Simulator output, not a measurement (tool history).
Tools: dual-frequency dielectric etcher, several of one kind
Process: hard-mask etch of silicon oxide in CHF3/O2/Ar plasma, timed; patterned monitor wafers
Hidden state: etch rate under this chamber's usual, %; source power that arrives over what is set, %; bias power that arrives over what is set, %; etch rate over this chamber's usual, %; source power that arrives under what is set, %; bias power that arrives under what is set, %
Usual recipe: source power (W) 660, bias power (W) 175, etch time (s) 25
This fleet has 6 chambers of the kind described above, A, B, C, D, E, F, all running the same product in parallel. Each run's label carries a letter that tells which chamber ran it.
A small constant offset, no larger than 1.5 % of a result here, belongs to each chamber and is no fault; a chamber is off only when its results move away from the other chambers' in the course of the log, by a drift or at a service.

run	hour	source power (W)	bias power (W)	etch time (s)	hours since the last wet clean	hours since the last source power generator calibration	hours since the last bias power generator calibration	read-back reference wafer on the same gauge, depth_nm	mean etch depth across the wafer (angstrom)
# hour 3.2: chamber C: bias power generator calibrated
1D	7.1	660	175	25	45.2	2992.3	903.6	59.696	506.61
# hour 11.5: chamber C: wet clean of the chamber
2C	16.2	660	175	25	4.7	320	13.1	59.712	500.24
3B	25.9	660	175	25	162	875.4	3980.7	59.72	506.18
4A	34.8	660	175	25	335.6	2866.3	1032	59.743	503.63
5E	41.4	660	175	25	482.4	1111.6	489	59.731	503.34
6F	49.8	660	175	25	417.3	652.8	1957.2	59.75	501.56
7C	57.3	660	175	25	45.8	361.1	54.2	59.752	501.46
# hour 63: chamber F: wet clean of the chamber
8D	65.7	660	204	25	103.8	3050.9	962.2	59.761	536.73
9B	76.2	660	204	25	212.3	925.7	4031	59.767	532.47
10E	84.1	660	204	25	525.1	1154.3	531.7	59.777	531.02
11F	95.5	660	204	25	32.6	698.5	2002.9	59.763	529.48
# hour 106.3: chamber E: wet clean of the chamber
12A	107.5	660	204	25	408.3	2939	1104.7	59.788	531.44
# hour 114.4: chamber A: wet clean of the chamber
13B	118.6	660	204	25	254.7	968.1	4073.4	59.786	533.06
14E	125.9	660	175	25	19.6	1196.1	573.5	59.802	504.05
15F	132.8	660	175	25	69.9	735.8	2040.2	59.821	503.13
16A	143.7	660	175	25	29.3	2975.2	1140.9	59.825	505.51
17C	153	660	175	25	141.5	456.8	149.9	59.808	503.4
18D	165.3	660	175	25	203.4	3150.5	1061.8	59.829	509.32
19F	173.1	660	175	25	110.2	776.1	2080.5	59.824	502.6
20A	179.9	660	175	25	65.5	3011.4	1177.1	59.867	505.16
21E	188.5	660	175	25	82.2	1258.7	636.1	59.837	504.43
22C	200.2	660	175	25	188.7	504	197.1	59.859	504.13
# hour 204.6: chamber F: bias power generator calibrated
23D	212.8	770	175	25	250.9	3198	1109.3	59.9	540.97
24B	223.7	770	175	25	359.8	1073.2	4178.5	59.865	538.46
# hour 228.3: chamber B: bias power generator calibrated
25F	234.6	770	175	25	171.7	837.6	30	59.877	532.76
26E	243.1	770	175	25	136.8	1313.3	690.7	59.861	534.83
27D	254	770	175	25	292.1	3239.2	1150.5	59.905	539.95
28C	265.2	770	175	25	253.7	569	262.1	59.906	533.9
29B	273.6	660	175	25	409.7	1123.1	45.4	59.898	507.43
30A	287.3	660	175	25	172.9	3118.8	1284.5	59.945	505.65
31D	300.4	660	175	25	338.5	3285.6	1196.9	59.94	509.07
32C	315.1	660	175	25	303.6	618.9	312	59.967	504
# hour 321.1: chamber D: wet clean of the chamber
33B	327.7	660	175	25	463.8	1177.2	99.5	59.971	506.75
34A	340.3	660	175	25	225.9	3171.8	1337.5	59.962	507.45
35E	349.8	660	175	25	243.5	1420	797.4	59.999	505.15
36F	360	660	175	25	297.1	963	155.4	59.99	503.62
# hour 363.8: chamber B: wet clean of the chamber
37D	370.6	660	175	25	49.6	3355.8	1267.1	59.981	509.46
38C	377.3	660	175	25	365.8	681.1	374.2	60.008	503.43
39B	384.6	660	175	25	20.8	1234.1	156.4	60.015	507.21
40A	391.4	660	175	25	277	3222.9	1388.6	60.006	506.11
41F	399.6	660	175	25	336.7	1002.6	195	60.006	504.55

Is one chamber out of step, is the gauge drifting, or do the chambers differ by no more than their own small offsets? For an off chamber, give its letter and the likeliest cause.

The gauge drifts, so all chambers seem to drift together. No chamber is off.
What lies behind it: gauge reads high (%) = 0.557.

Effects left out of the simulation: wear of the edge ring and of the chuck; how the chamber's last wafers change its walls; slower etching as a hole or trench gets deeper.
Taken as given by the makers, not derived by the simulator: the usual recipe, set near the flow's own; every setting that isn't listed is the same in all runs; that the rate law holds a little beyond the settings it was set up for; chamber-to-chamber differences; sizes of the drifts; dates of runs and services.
